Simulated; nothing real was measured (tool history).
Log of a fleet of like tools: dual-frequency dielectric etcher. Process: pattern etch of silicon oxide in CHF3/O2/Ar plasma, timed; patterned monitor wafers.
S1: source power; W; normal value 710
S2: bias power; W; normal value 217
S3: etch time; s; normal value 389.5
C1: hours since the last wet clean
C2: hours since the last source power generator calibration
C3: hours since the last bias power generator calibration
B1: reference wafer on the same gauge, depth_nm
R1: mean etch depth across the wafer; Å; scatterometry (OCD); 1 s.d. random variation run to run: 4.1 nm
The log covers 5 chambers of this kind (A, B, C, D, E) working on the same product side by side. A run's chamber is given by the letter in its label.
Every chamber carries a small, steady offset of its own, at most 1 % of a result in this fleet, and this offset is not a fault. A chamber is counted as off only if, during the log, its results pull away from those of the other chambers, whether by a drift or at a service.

Run 1B, hour 8.1: usual settings; C1 368.6; C2 4652.1; C3 2205.7; B1 1047.5. Result: R1 8713.2 Å.
At hour 8.9: chamber D: wet clean of the chamber.
Run 2C, hour 14.1: usual settings; C1 257.6; C2 1179.1; C3 1176.4; B1 1050.6. Result: R1 8693.6 Å.
Run 3D, hour 18.1: usual settings; C1 9.2; C2 770.6; C3 373.5; B1 1049.3. Result: R1 8716.3 Å.
Run 4E, hour 24.9: usual settings; C1 177.4; C2 1991.5; C3 2989.4; B1 1049.0. Result: R1 8712.1 Å.
Run 5A, hour 31.1: usual settings; C1 529.6; C2 2113.6; C3 1966.6; B1 1050.2. Result: R1 8864.6 Å.
At hour 33.7: chamber A: wet clean of the chamber.
At hour 36.2: chamber E: bias power generator calibrated.
Run 6D, hour 37.4: usual settings; C1 28.5; C2 789.9; C3 392.8; B1 1048.4. Result: R1 8709.0 Å.
Run 7A, hour 44.7: usual settings; C1 11.0; C2 2127.2; C3 1980.2; B1 1049.8. Result: R1 8708.9 Å.
Run 8C, hour 51.2: usual settings; C1 294.7; C2 1216.2; C3 1213.5; B1 1048.7. Result: R1 8720.2 Å.
Run 9E, hour 57.4: usual settings; C1 209.9; C2 2024.0; C3 21.2; B1 1049.4. Result: R1 8712.8 Å.
Run 10B, hour 65.3: usual settings; C1 425.8; C2 4709.3; C3 2262.9; B1 1049.4. Result: R1 8659.7 Å.
Run 11A, hour 69.2: usual settings; C1 35.5; C2 2151.7; C3 2004.7; B1 1049.5. Result: R1 8885.7 Å.
Run 12E, hour 73.9: usual settings; C1 226.4; C2 2040.5; C3 37.7; B1 1047.7. Result: R1 8682.4 Å.
Run 13B, hour 81.3: usual settings; C1 441.8; C2 4725.3; C3 2278.9; B1 1050.3. Result: R1 8673.8 Å.
Run 14C, hour 88.5: usual settings but S2 199 W; C1 332.0; C2 1253.5; C3 1250.8; B1 1049.3. Result: R1 8362.8 Å.
Run 15D, hour 92.4: usual settings but S2 199 W; C1 83.5; C2 844.9; C3 447.8; B1 1050.0. Result: R1 8452.1 Å.
Run 16E, hour 96.5: usual settings but S2 199 W; C1 249.0; C2 2063.1; C3 60.3; B1 1049.2. Result: R1 8514.9 Å.
Run 17B, hour 100.5: usual settings but S2 199 W; C1 461.0; C2 4744.5; C3 2298.1; B1 1049.2. Result: R1 8454.0 Å.
Run 18D, hour 104.5: usual settings but S2 199 W; C1 95.6; C2 857.0; C3 459.9; B1 1049.2. Result: R1 8552.2 Å.
Run 19C, hour 109.5: usual settings; C1 353.0; C2 1274.5; C3 1271.8; B1 1049.4. Result: R1 8625.5 Å.
Run 20A, hour 116.5: usual settings; C1 82.8; C2 2199.0; C3 2052.0; B1 1048.6. Result: R1 8809.0 Å.
Run 21A, hour 122.2: usual settings but S2 262 W, S3 448.0 s; C1 88.5; C2 2204.7; C3 2057.7; B1 1047.9. Result: R1 10752.0 Å.
Run 22E, hour 129.1: usual settings but S2 262 W, S3 448.0 s; C1 281.6; C2 2095.7; C3 92.9; B1 1048.6. Result: R1 10753.0 Å.
Run 23B, hour 134.9: usual settings but S2 262 W, S3 448.0 s; C1 495.4; C2 4778.9; C3 2332.5; B1 1049.2. Result: R1 10617.0 Å.
Run 24C, hour 139.0: usual settings but S2 262 W, S3 448.0 s; C1 382.5; C2 1304.0; C3 1301.3; B1 1047.7. Result: R1 10538.0 Å.
Run 25D, hour 147.3: usual settings but S2 262 W, S3 448.0 s; C1 138.4; C2 899.8; C3 502.7; B1 1048.7. Result: R1 10642.0 Å.
Run 26D, hour 151.1: usual settings; C1 142.2; C2 903.6; C3 506.5; B1 1048.2. Result: R1 8690.7 Å.
Run 27C, hour 155.1: usual settings; C1 398.6; C2 1320.1; C3 1317.4; B1 1048.1. Result: R1 8646.8 Å.
Run 28A, hour 158.9: usual settings; C1 125.2; C2 2241.4; C3 2094.4; B1 1049.5. Result: R1 8843.2 Å.
Run 29E, hour 162.6: usual settings; C1 315.1; C2 2129.2; C3 126.4; B1 1049.8. Result: R1 8705.7 Å.
Run 30B, hour 168.5: usual settings; C1 529.0; C2 4812.5; C3 2366.1; B1 1049.7. Result: R1 8653.7 Å.
Run 31B, hour 175.9: usual settings; C1 536.4; C2 4819.9; C3 2373.5; B1 1050.2. Result: R1 8689.8 Å.
Run 32A, hour 183.4: usual settings; C1 149.7; C2 2265.9; C3 2118.9; B1 1049.5. Result: R1 8759.6 Å.
Run 33E, hour 187.1: usual settings; C1 339.6; C2 2153.7; C3 150.9; B1 1049.1. Result: R1 8747.7 Å.
Run 34C, hour 193.2: usual settings but S3 487.5 s; C1 436.7; C2 1358.2; C3 1355.5; B1 1048.6. Result: R1 10694.0 Å.

One chamber off, gauge drift, or nothing amiss beyond the chambers' own small offsets? If it is a chamber, which one, and what is the likeliest cause?

One chamber, C, drifts off from the rest bit by bit.
Likeliest cause: etch rate under this chamber's usual, % = 2.62.

Chamber C could run next with any of the 4 candidate recipes listed below; each alters the usual settings, and their results appear as question marks. Which one brings its results back in line with what the other chambers deliver on the usual settings?
Maximum distance from the other chambers' mean on the usual settings for a result to count as in line: R1 140.0 Å
Run 35C-1, hour 199.3: usual settings but S2 181 W. Result: R1 ?.
Run 35C-2, hour 199.3: usual settings but S2 216 W, S3 379.0 s. Result: R1 ?.
Run 35C-3, hour 199.3: usual settings but S2 218 W, S3 399.0 s. Result: R1 ?.
Run 35C-4, hour 199.3: usual settings but S2 220 W, S3 410.0 s. Result: R1 ?.

On the usual settings, the other chambers give on average: R1 8730.6 Å
  run      R1
35C-1  7949.1
35C-2  8210.9
35C-3  8671.6
35C-4  8938.8
The answer is 35C-3, which returns the chamber to within the allowed miss of the others.
